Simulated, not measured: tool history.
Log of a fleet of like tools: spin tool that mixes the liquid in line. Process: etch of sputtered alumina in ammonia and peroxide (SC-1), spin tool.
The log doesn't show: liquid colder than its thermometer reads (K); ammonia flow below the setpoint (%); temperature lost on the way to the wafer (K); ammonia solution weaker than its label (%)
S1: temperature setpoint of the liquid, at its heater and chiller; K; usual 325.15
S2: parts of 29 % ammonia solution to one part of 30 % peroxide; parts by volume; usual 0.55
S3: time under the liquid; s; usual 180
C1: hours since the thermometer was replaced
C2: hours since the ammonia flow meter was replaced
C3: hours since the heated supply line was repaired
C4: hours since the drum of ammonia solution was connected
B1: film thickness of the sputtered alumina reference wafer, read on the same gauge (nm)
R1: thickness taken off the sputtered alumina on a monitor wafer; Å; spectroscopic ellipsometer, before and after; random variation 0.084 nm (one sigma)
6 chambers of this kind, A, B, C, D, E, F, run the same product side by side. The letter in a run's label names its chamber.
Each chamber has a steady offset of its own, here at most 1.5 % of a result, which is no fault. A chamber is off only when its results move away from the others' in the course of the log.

run 1F day=0.238 | S1=325.15 S2=0.55 S3=180 | C1=845.1 C2=1804 C3=1268 C4=21.8 | B1=130 | R1=106.58
run 2E day=0.483 | S1=325.15 S2=0.55 S3=180 | C1=1571.6 C2=1031.7 C3=1224 C4=190.9 | B1=129.99 | R1=106.04
run 3D day=0.75 | S1=325.15 S2=0.55 S3=180 | C1=428.3 C2=712 C3=188 C4=557.2 | B1=130 | R1=106.8
run 4A day=1.021 | S1=325.15 S2=0.55 S3=180 | C1=681.5 C2=391.4 C3=429.2 C4=52.5 | B1=130.02 | R1=109.72
run 5C day=1.279 | S1=325.15 S2=0.55 S3=180 | C1=541.9 C2=1306.6 C3=166.5 C4=208.3 | B1=130 | R1=107.8
run 6B day=1.642 | S1=321.15 S2=0.55 S3=180 | C1=174.4 C2=230.1 C3=754.3 C4=45.5 | B1=129.98 | R1=86.778
run 7F day=1.983 | S1=321.15 S2=0.55 S3=180 | C1=887 C2=1845.9 C3=1309.9 C4=63.7 | B1=129.98 | R1=85.025
run 8C day=2.288 | S1=321.15 S2=0.55 S3=180 | C1=566.1 C2=1330.8 C3=190.7 C4=232.5 | B1=129.97 | R1=86.498
run 9D day=2.475 | S1=321.15 S2=0.55 S3=180 | C1=469.7 C2=753.4 C3=229.4 C4=598.6 | B1=130.03 | R1=86.044
run 10B day=2.8 | S1=321.15 S2=0.55 S3=180 | C1=202.2 C2=257.9 C3=782.1 C4=73.3 | B1=129.97 | R1=87.865
run 11E day=3.162 | S1=321.15 S2=0.55 S3=180 | C1=1635.9 C2=1096 C3=1288.3 C4=255.2 | B1=129.97 | R1=85.452
run 12A day=3.383 | S1=325.15 S2=0.55 S3=180 | C1=738.2 C2=448.1 C3=485.9 C4=109.2 | B1=129.99 | R1=107.4
run 13F day=3.638 | S1=325.15 S2=0.55 S3=180 | C1=926.7 C2=1885.6 C3=1349.6 C4=103.4 | B1=130.05 | R1=104.44
run 14C day=3.992 | S1=325.15 S2=0.55 S3=180 | C1=607 C2=1371.7 C3=231.6 C4=273.4 | B1=129.99 | R1=107.18
run 15E day=4.238 | S1=325.15 S2=0.55 S3=180 | C1=1661.7 C2=1121.8 C3=1314.1 C4=281 | B1=129.99 | R1=107.48
run 16D day=4.475 | S1=325.15 S2=0.55 S3=180 | C1=517.7 C2=801.4 C3=277.4 C4=646.6 | B1=130.03 | R1=108.18
run 17A day=4.7 | S1=325.15 S2=0.4 S3=180 | C1=769.8 C2=479.7 C3=517.5 C4=140.8 | B1=130.01 | R1=106.05
-- day=4.742 chamber E: new drum of ammonia solution connected
run 18B day=5.008 | S1=325.15 S2=0.4 S3=180 | C1=255.2 C2=310.9 C3=835.1 C4=126.3 | B1=130.03 | R1=104
run 19E day=5.325 | S1=325.15 S2=0.4 S3=180 | C1=1687.8 C2=1147.9 C3=1340.2 C4=14.1 | B1=129.98 | R1=103.48
run 20B day=5.617 | S1=325.15 S2=0.4 S3=180 | C1=269.8 C2=325.5 C3=849.7 C4=140.9 | B1=130.01 | R1=105.16
run 21F day=5.871 | S1=325.15 S2=0.4 S3=180 | C1=980.3 C2=1939.2 C3=1403.2 C4=157 | B1=130 | R1=99.219
run 22A day=6.138 | S1=325.15 S2=0.4 S3=180 | C1=804.3 C2=514.2 C3=552 C4=175.3 | B1=130.02 | R1=106.17
run 23D day=6.392 | S1=325.15 S2=0.55 S3=180 | C1=563.7 C2=847.4 C3=323.4 C4=692.6 | B1=129.98 | R1=108.37
run 24C day=6.762 | S1=325.15 S2=0.55 S3=180 | C1=673.5 C2=1438.2 C3=298.1 C4=339.9 | B1=130.03 | R1=106.85
run 25C day=6.992 | S1=325.15 S2=0.55 S3=180 | C1=679 C2=1443.7 C3=303.6 C4=345.4 | B1=129.99 | R1=109.53
run 26D day=7.192 | S1=325.15 S2=0.55 S3=180 | C1=582.9 C2=866.6 C3=342.6 C4=711.8 | B1=130.04 | R1=106.6
run 27E day=7.375 | S1=325.15 S2=0.55 S3=180 | C1=1737 C2=1197.1 C3=1389.4 C4=63.3 | B1=130.02 | R1=105.84
run 28B day=7.592 | S1=325.15 S2=0.55 S3=180 | C1=317.2 C2=372.9 C3=897.1 C4=188.3 | B1=130.01 | R1=107.25
-- day=7.742 chamber F: ammonia flow meter replaced
run 29A day=7.904 | S1=325.15 S2=0.55 S3=180 | C1=846.7 C2=556.6 C3=594.4 C4=217.7 | B1=130.03 | R1=107.62
run 30F day=8.279 | S1=325.15 S2=0.55 S3=180 | C1=1038.1 C2=12.9 C3=1461 C4=214.8 | B1=130.03 | R1=100.32
run 31A day=8.475 | S1=325.15 S2=0.75 S3=180 | C1=860.4 C2=570.3 C3=608.1 C4=231.4 | B1=129.96 | R1=112.02
run 32E day=8.683 | S1=325.15 S2=0.75 S3=180 | C1=1768.4 C2=1228.5 C3=1420.8 C4=94.7 | B1=129.98 | R1=110.66
run 33C day=8.95 | S1=325.15 S2=0.75 S3=180 | C1=726 C2=1490.7 C3=350.6 C4=392.4 | B1=130.05 | R1=110.03
run 34B day=9.183 | S1=325.15 S2=0.75 S3=180 | C1=355.4 C2=411.1 C3=935.3 C4=226.5 | B1=129.99 | R1=112.59
-- day=9.267 chamber C: new drum of ammonia solution connected
run 35F day=9.425 | S1=325.15 S2=0.75 S3=180 | C1=1065.6 C2=40.4 C3=1488.5 C4=242.3 | B1=129.98 | R1=101.55
run 36D day=9.604 | S1=325.15 S2=0.75 S3=180 | C1=640.8 C2=924.5 C3=400.5 C4=769.7 | B1=129.96 | R1=111.48
run 37D day=9.904 | S1=325.15 S2=0.55 S3=180 | C1=648 C2=931.7 C3=407.7 C4=776.9 | B1=130.03 | R1=107.37
run 38E day=10.092 | S1=325.15 S2=0.55 S3=180 | C1=1802.2 C2=1262.3 C3=1454.6 C4=128.5 | B1=130.02 | R1=106.2
run 39F day=10.375 | S1=325.15 S2=0.55 S3=180 | C1=1088.4 C2=63.2 C3=1511.3 C4=265.1 | B1=130.01 | R1=98.277
run 40A day=10.554 | S1=325.15 S2=0.55 S3=180 | C1=910.3 C2=620.2 C3=658 C4=281.3 | B1=129.99 | R1=108.82
run 41C day=10.929 | S1=325.15 S2=0.55 S3=180 | C1=773.5 C2=1538.2 C3=398.1 C4=39.9 | B1=129.96 | R1=106.23

Is one chamber off against the others, does the gauge drift, or is nothing wrong? If a chamber is off, say which, and what the likeliest cause is.

Chamber F drifts away from the others.
Cause: temperature lost on the way to the wafer (K) = 1.7.
The log may not tell that from: liquid colder than its thermometer reads (K).

Here are 4 candidates for chamber F's next run, each the usual settings with a change, their results left as question marks. Which one brings its results back in line with what the others give on the usual settings?
In line means no further than this from the other chambers' mean on the usual settings: R1 2.9 Å
run 42F-1 day=11.196 | S1=324.65 S2=0.55 S3=175 | R1=?
run 42F-2 day=11.196 | S1=326.15 S2=0.55 S3=180 | R1=?
run 42F-3 day=11.196 | S1=326.15 S2=0.55 S3=190 | R1=?
run 42F-4 day=11.196 | S1=323.15 S2=0.55 S3=180 | R1=?

The other chambers' mean on the usual settings: R1 107.73 Å
run=42F-1 R1=92.158
run=42F-2 R1=102.91
run=42F-3 R1=108.63
run=42F-4 R1=87.236
42F-3 brings the chamber back in line.
